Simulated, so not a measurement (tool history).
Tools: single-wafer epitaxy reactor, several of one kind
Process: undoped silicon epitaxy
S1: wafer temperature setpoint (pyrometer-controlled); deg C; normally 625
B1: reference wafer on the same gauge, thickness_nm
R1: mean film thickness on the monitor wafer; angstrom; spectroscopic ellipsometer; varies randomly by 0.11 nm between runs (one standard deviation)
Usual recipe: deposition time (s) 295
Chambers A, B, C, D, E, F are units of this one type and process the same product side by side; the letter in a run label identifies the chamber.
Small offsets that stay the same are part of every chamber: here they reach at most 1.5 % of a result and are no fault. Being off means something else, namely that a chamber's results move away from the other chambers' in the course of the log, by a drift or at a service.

{"run": "1E", "hour": 7.1, "S1": 625, "deposition time (s)": 295, "B1": 27.222, "R1": 283.37}
{"run": "2B", "hour": 19.0, "S1": 625, "deposition time (s)": 295, "B1": 27.227, "R1": 283.4}
{"run": "3A", "hour": 30.8, "S1": 625, "deposition time (s)": 295, "B1": 27.202, "R1": 282.15}
{"run": "4C", "hour": 40.9, "S1": 625, "deposition time (s)": 295, "B1": 27.198, "R1": 278.33}
{"run": "5D", "hour": 48.8, "S1": 625, "deposition time (s)": 295, "B1": 27.21, "R1": 279.07}
{"run": "6F", "hour": 58.9, "S1": 625, "deposition time (s)": 295, "B1": 27.189, "R1": 278.62}
{"run": "7B", "hour": 67.0, "S1": 625, "deposition time (s)": 295, "B1": 27.202, "R1": 284.86}
{"run": "8F", "hour": 77.2, "S1": 625, "deposition time (s)": 295, "B1": 27.191, "R1": 278.89}
{"run": "9A", "hour": 86.1, "S1": 625, "deposition time (s)": 295, "B1": 27.215, "R1": 279.78}
{"run": "10C", "hour": 94.1, "S1": 625, "deposition time (s)": 295, "B1": 27.207, "R1": 280.71}
{"run": "11D", "hour": 102.8, "S1": 625, "deposition time (s)": 295, "B1": 27.212, "R1": 278.95}
{"run": "12E", "hour": 109.7, "S1": 625, "deposition time (s)": 295, "B1": 27.205, "R1": 284}
{"run": "13A", "hour": 120.7, "S1": 625, "deposition time (s)": 295, "B1": 27.186, "R1": 281.14}
{"run": "14C", "hour": 128.7, "S1": 625, "deposition time (s)": 295, "B1": 27.186, "R1": 279.57}
{"run": "15E", "hour": 140.0, "S1": 625, "deposition time (s)": 295, "B1": 27.21, "R1": 284.81}
{"run": "16F", "hour": 148.9, "S1": 625, "deposition time (s)": 295, "B1": 27.182, "R1": 280.83}
{"run": "17B", "hour": 155.8, "S1": 625, "deposition time (s)": 295, "B1": 27.222, "R1": 283.03}
{"run": "18D", "hour": 166.6, "S1": 625, "deposition time (s)": 295, "B1": 27.222, "R1": 279.8}
{"run": "19E", "hour": 178.3, "S1": 625, "deposition time (s)": 295, "B1": 27.18, "R1": 287.11}
{"run": "20D", "hour": 188.0, "S1": 625, "deposition time (s)": 295, "B1": 27.176, "R1": 278.3}
{"run": "21C", "hour": 195.5, "S1": 614, "deposition time (s)": 295, "B1": 27.183, "R1": 216.82}
{"run": "22B", "hour": 204.3, "S1": 614, "deposition time (s)": 295, "B1": 27.207, "R1": 220.18}
{"run": "23A", "hour": 213.8, "S1": 614, "deposition time (s)": 295, "B1": 27.191, "R1": 215.54}
{"run": "24F", "hour": 222.9, "S1": 614, "deposition time (s)": 295, "B1": 27.183, "R1": 216.93}
{"run": "25F", "hour": 229.8, "S1": 614, "deposition time (s)": 295, "B1": 27.188, "R1": 217.35}
{"run": "26C", "hour": 238.9, "S1": 614, "deposition time (s)": 295, "B1": 27.199, "R1": 216.35}
{"run": "27B", "hour": 247.0, "S1": 625, "deposition time (s)": 295, "B1": 27.191, "R1": 283.35}
{"run": "28D", "hour": 253.0, "S1": 625, "deposition time (s)": 295, "B1": 27.215, "R1": 277.74}
{"run": "29E", "hour": 259.4, "S1": 625, "deposition time (s)": 295, "B1": 27.193, "R1": 283.6}
{"run": "30A", "hour": 268.8, "S1": 625, "deposition time (s)": 295, "B1": 27.182, "R1": 278.04}
{"run": "31F", "hour": 280.6, "S1": 625, "deposition time (s)": 295, "B1": 27.212, "R1": 279.82}
{"run": "32D", "hour": 286.4, "S1": 625, "deposition time (s)": 295, "B1": 27.202, "R1": 279.13}
{"run": "33B", "hour": 295.1, "S1": 625, "deposition time (s)": 295, "B1": 27.19, "R1": 284.67}
{"run": "34C", "hour": 303.6, "S1": 625, "deposition time (s)": 295, "B1": 27.185, "R1": 278.79}
{"run": "35A", "hour": 309.8, "S1": 625, "deposition time (s)": 295, "B1": 27.213, "R1": 275.46}
{"run": "36E", "hour": 318.2, "S1": 625, "deposition time (s)": 295, "B1": 27.211, "R1": 282.29}
{"run": "37B", "hour": 328.5, "S1": 625, "deposition time (s)": 295, "B1": 27.218, "R1": 284.82}
{"run": "38F", "hour": 334.7, "S1": 625, "deposition time (s)": 295, "B1": 27.183, "R1": 279.74}
{"run": "39E", "hour": 344.8, "S1": 625, "deposition time (s)": 295, "B1": 27.206, "R1": 282.23}
{"run": "40A", "hour": 354.6, "S1": 637, "deposition time (s)": 240, "B1": 27.182, "R1": 292.03}
{"run": "41D", "hour": 364.0, "S1": 637, "deposition time (s)": 240, "B1": 27.226, "R1": 298.61}
{"run": "42C", "hour": 375.0, "S1": 637, "deposition time (s)": 240, "B1": 27.224, "R1": 298.58}
{"run": "43D", "hour": 382.9, "S1": 637, "deposition time (s)": 240, "B1": 27.204, "R1": 295.72}
{"run": "44B", "hour": 391.7, "S1": 637, "deposition time (s)": 240, "B1": 27.222, "R1": 304.09}

One chamber off, gauge drift, or nothing amiss beyond the chambers' own small offsets? If it is a chamber, which one, and what is the likeliest cause?

One chamber, A, drifts off from the rest bit by bit.
What lies behind it: wafer temperature below the value expected at the setpoint (K) = 1.61.

Here are 4 candidates for chamber A's next run, each the usual settings with a change, their results left as question marks. Which one brings its results back in line with what the others give on the usual settings?
In-line tolerance around the mean of the other chambers on the usual settings: R1 3.7 angstrom
{"run": "45A-1", "hour": 400.5, "S1": 624, "deposition time (s)": 292, "R1": "?"}
{"run": "45A-2", "hour": 400.5, "S1": 625, "deposition time (s)": 299, "R1": "?"}
{"run": "45A-3", "hour": 400.5, "S1": 626, "deposition time (s)": 298, "R1": "?"}
{"run": "45A-4", "hour": 400.5, "S1": 625, "deposition time (s)": 291, "R1": "?"}

Average result of the remaining chambers running the usual settings: R1 281.1 angstrom
run=45A-1 R1=261.57
run=45A-2 R1=274.2
run=45A-3 R1=279.76
run=45A-4 R1=266.86
45A-3 brings the chamber back in line.
